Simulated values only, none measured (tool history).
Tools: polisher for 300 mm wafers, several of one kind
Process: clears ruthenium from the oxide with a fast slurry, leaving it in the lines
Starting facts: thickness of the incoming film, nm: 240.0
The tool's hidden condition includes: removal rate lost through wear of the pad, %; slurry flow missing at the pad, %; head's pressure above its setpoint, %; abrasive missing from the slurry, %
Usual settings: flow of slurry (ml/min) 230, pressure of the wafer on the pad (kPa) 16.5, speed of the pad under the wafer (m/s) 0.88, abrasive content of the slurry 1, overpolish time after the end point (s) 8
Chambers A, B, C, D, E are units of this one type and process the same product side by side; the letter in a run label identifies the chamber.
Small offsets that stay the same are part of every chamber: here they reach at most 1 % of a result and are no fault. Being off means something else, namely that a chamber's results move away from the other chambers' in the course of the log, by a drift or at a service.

run,hour,flow of slurry (ml/min),pressure of the wafer on the pad (kPa),speed of the pad under the wafer (m/s),abrasive content of the slurry,overpolish time after the end point (s),wafers polished on this pad,hours since the slurry nozzle was cleaned,hours since the head pressure was calibrated,hours since the slurry blender was calibrated,time until the end point was called (s),dishing of a wide line in a test structure (angstrom)
# hour 2.4: chamber A: worn pad replaced by a new one
1E,3.4,230,16.5,0.88,1,8,689,211.6,244.9,278.8,68.084,247.23
2C,10.9,230,16.5,0.88,1,8,498,53.5,104.9,46.7,68.244,237.37
3D,14.6,230,16.5,0.88,1,8,225,179.4,453.2,76.9,68.964,238.81
4B,18.6,230,16.5,0.88,1,8,244,256.8,1197.4,114.0,68.369,238.82
# hour 23.2: chamber A: slurry blender recalibrated
# hour 24.6: chamber E: worn pad replaced by a new one
5A,25.5,285,16.5,1.12,1,8,277,75.0,82.0,2.4,51.087,312.46
6E,29.0,285,16.5,1.12,1,8,53,237.2,270.5,304.4,52.986,311.98
7A,35.8,285,16.5,1.12,1,8,401,85.3,92.3,12.7,52.135,308.40
8D,41.9,285,16.5,1.12,1,8,553,206.7,480.5,104.2,52.585,308.33
9C,49.2,285,16.5,1.12,1,8,958,91.8,143.2,85.0,52.839,309.40
10B,55.5,230,16.5,0.88,1,8,688,293.7,1234.3,150.9,67.283,240.36
11C,60.9,230,16.5,0.88,1,8,1099,103.5,154.9,96.7,68.537,238.49
12E,65.8,230,16.5,0.88,1,8,495,274.0,307.3,341.2,68.213,240.56
# hour 67.6: chamber B: worn pad replaced by a new one
# hour 68.7: chamber E: slurry blender recalibrated
# hour 70.4: chamber C: worn pad replaced by a new one
13D,71.4,230,16.5,0.88,1,8,907,236.2,510.0,133.7,68.523,240.88
14A,76.7,230,16.5,0.88,1,8,893,126.2,133.2,53.6,67.353,243.49
# hour 80.2: chamber A: worn pad replaced by a new one
15B,84.1,230,16.5,0.88,1,8,198,322.3,1262.9,179.5,68.049,240.42
# hour 84.7: chamber D: slurry blender recalibrated
16D,88.4,230,16.5,0.88,1,8,1112,253.2,527.0,3.8,69.641,237.97
17E,94.1,230,16.5,0.88,1,8,835,302.3,335.6,25.5,68.495,242.35
18C,98.3,230,16.5,0.88,1,8,336,140.9,192.3,134.1,69.020,243.97
19A,102.8,230,16.5,0.88,1,8,272,152.3,159.3,79.7,66.903,240.78
# hour 105.0: chamber B: slurry blender recalibrated
20B,108.3,175,16.5,0.88,1,8,489,346.5,1287.1,3.3,70.868,229.26
21B,113.3,175,16.5,0.88,1,8,549,351.5,1292.1,8.3,70.623,233.50
# hour 115.0: chamber D: worn pad replaced by a new one
# hour 116.3: chamber D: slurry nozzle cleaned
22C,118.9,175,16.5,0.88,1,8,583,161.5,212.9,154.7,71.044,234.78
23E,124.5,175,16.5,0.88,1,8,1200,332.7,366.0,55.9,70.599,234.04
# hour 125.0: chamber E: worn pad replaced by a new one
# hour 127.7: chamber D: head pressure recalibrated
24A,131.1,175,16.5,0.88,1,8,612,180.6,187.6,108.0,68.935,235.22
# hour 131.9: chamber B: worn pad replaced by a new one
25D,137.7,230,16.5,0.88,1,8,274,21.5,10.1,53.1,67.392,237.50
26E,144.3,230,16.5,0.88,1,8,232,352.5,385.8,75.7,68.063,234.42
27D,149.7,230,16.5,0.88,1,8,418,33.5,22.1,65.1,69.470,237.57
28A,156.9,230,11.7,0.88,1,8,922,206.4,213.4,133.8,95.002,175.50
# hour 160.0: chamber A: worn pad replaced by a new one
29C,164.3,230,11.7,0.88,1,8,1129,206.9,258.3,200.1,96.312,174.20
# hour 168.7: chamber C: slurry blender recalibrated
30B,171.3,230,11.7,0.88,1,8,474,409.5,1350.1,66.3,95.975,167.52
# hour 171.7: chamber C: slurry nozzle cleaned
# hour 172.3: chamber C: worn pad replaced by a new one
31D,177.7,230,11.7,0.88,1,8,754,61.5,50.1,93.1,98.971,172.90
32C,181.6,230,11.7,0.88,1,8,111,10.0,275.6,12.9,96.755,172.89
33A,187.6,230,16.5,0.88,1,8,332,237.1,244.1,164.5,68.007,237.60
# hour 190.9: chamber B: worn pad replaced by a new one
34B,192.6,230,16.5,0.88,1,8,21,430.8,1371.4,87.6,68.037,235.83
35E,197.5,230,20.0,0.80,1,8,872,405.7,439.0,128.9,61.377,263.20
36E,202.5,230,20.0,0.80,1,8,932,410.7,444.0,133.9,62.589,263.82
# hour 206.3: chamber B: head pressure recalibrated
37C,206.4,230,20.0,0.80,1,8,410,34.8,300.4,37.7,62.036,262.54
# hour 207.3: chamber E: worn pad replaced by a new one
38D,211.4,230,20.0,0.80,1,8,1159,95.2,83.8,126.8,63.197,260.80
39A,217.8,230,20.0,0.80,1,8,695,267.3,274.3,194.7,63.646,261.88
# hour 219.9: chamber D: worn pad replaced by a new one
40B,223.6,230,13.8,0.74,1,8,393,461.8,17.3,118.6,96.997,169.36
41C,227.6,230,13.8,0.74,1,8,664,56.0,321.6,58.9,96.174,173.24
42D,230.9,230,13.8,0.74,1,8,132,114.7,103.3,146.3,99.635,170.51
43A,237.0,230,13.8,0.74,1,8,926,286.5,293.5,213.9,96.535,173.48
44E,242.9,230,13.8,0.74,1,8,428,451.1,484.4,174.3,96.406,172.55

Predict what each chamber gives when all 5 of them run the settings below next.
45A,248.3,230,16.5,0.88,1,8,,,,,?,?
45B,248.3,230,16.5,0.88,1,8,,,,,?,?
45C,248.3,230,16.5,0.88,1,8,,,,,?,?
45D,248.3,230,16.5,0.88,1,8,,,,,?,?
45E,248.3,230,16.5,0.88,1,8,,,,,?,?

run,time until the end point was called (s),dishing of a wide line in a test structure (angstrom)
45A,68.547,244.88
45B,67.761,235.53
45C,68.362,238.84
45D,69.671,238.45
45E,68.598,245.36
